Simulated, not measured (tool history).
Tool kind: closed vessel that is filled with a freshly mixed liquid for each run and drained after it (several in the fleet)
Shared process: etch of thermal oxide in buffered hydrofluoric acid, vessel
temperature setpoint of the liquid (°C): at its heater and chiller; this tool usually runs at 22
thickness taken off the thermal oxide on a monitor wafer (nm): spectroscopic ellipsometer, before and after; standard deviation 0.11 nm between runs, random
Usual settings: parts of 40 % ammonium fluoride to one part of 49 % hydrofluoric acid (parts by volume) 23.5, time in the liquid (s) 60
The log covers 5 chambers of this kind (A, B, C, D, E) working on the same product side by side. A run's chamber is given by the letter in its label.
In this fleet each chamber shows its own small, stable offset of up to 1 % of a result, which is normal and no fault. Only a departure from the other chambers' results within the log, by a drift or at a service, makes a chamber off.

run	hour	temperature setpoint of the liquid (°C)	parts of 40 % ammonium fluoride to one part of 49 % hydrofluoric acid (parts by volume)	time in the liquid (s)	hours since the thermometer was replaced	hours since the hydrofluoric acid flow meter was replaced	read-back film thickness of the thermal oxide reference wafer, read on the same gauge (nm)	thickness taken off the thermal oxide on a monitor wafer (nm)
1C	9.0	22	23.5	60	1707.2	622.9	109.94	28.837
2B	18.8	22	23.5	60	186.2	673.6	109.98	29.016
3D	30.0	22	23.5	60	338.0	1295.5	110.03	28.932
4A	39.8	22	23.5	60	642.0	284.0	110.00	28.988
5E	47.1	22	23.5	60	2172.0	338.4	109.97	28.935
6A	60.9	22	23.5	60	663.1	305.1	110.00	28.835
7B	70.9	22	23.5	35	238.3	725.7	109.97	16.933
8E	79.6	22	23.5	35	2204.5	370.9	110.00	16.881
9C	90.9	22	23.5	35	1789.1	704.8	110.02	16.796
10D	100.2	22	23.5	35	408.2	1365.7	109.98	17.016
11A	112.2	22	23.5	35	714.4	356.4	109.97	16.886
12D	121.1	22	23.5	60	429.1	1386.6	110.02	29.112
13C	128.9	22	23.5	60	1827.1	742.8	110.01	28.867
14B	135.7	22	23.5	60	303.1	790.5	110.03	29.037
15E	144.3	22	23.5	60	2269.2	435.6	110.04	28.818
16A	151.7	22	23.5	60	753.9	395.9	109.99	29.043
17B	160.9	22	23.5	60	328.3	815.7	110.02	29.048
18D	173.1	25	23.5	45	481.1	1438.6	110.01	26.015
19C	184.2	25	23.5	45	1882.4	798.1	110.01	25.409
20E	193.7	25	23.5	45	2318.6	485.0	109.95	25.643
21A	202.4	25	23.5	45	804.6	446.6	109.99	25.440
22C	213.9	25	23.5	45	1912.1	827.8	109.99	25.555
23D	221.5	22	23.5	60	529.5	1487.0	109.95	29.834
24E	229.4	22	23.5	60	2354.3	520.7	110.01	28.953
25B	238.0	22	23.5	60	405.4	892.8	109.99	28.970
26D	248.6	22	23.5	60	556.6	1514.1	109.99	29.944
27B	258.0	22	23.5	60	425.4	912.8	110.06	29.103
28C	265.0	22	23.5	60	1963.2	878.9	110.05	28.676
29A	278.5	22	23.5	60	880.7	522.7	110.03	28.830
30E	291.6	22	28.5	60	2416.5	582.9	110.01	25.661
31B	302.3	22	28.5	60	469.7	957.1	109.97	25.495
32D	311.8	22	28.5	60	619.8	1577.3	109.97	26.625

The same settings go to every chamber for the next run, one line per chamber below. Forecast the results for each:
33A	322.0	22	23.5	45				?
33B	322.0	22	23.5	45				?
33C	322.0	22	23.5	45				?
33D	322.0	22	23.5	45				?
33E	322.0	22	23.5	45				?

run	thickness taken off the thermal oxide on a monitor wafer (nm)
33A	21.722
33B	21.809
33C	21.624
33D	22.919
33E	21.753
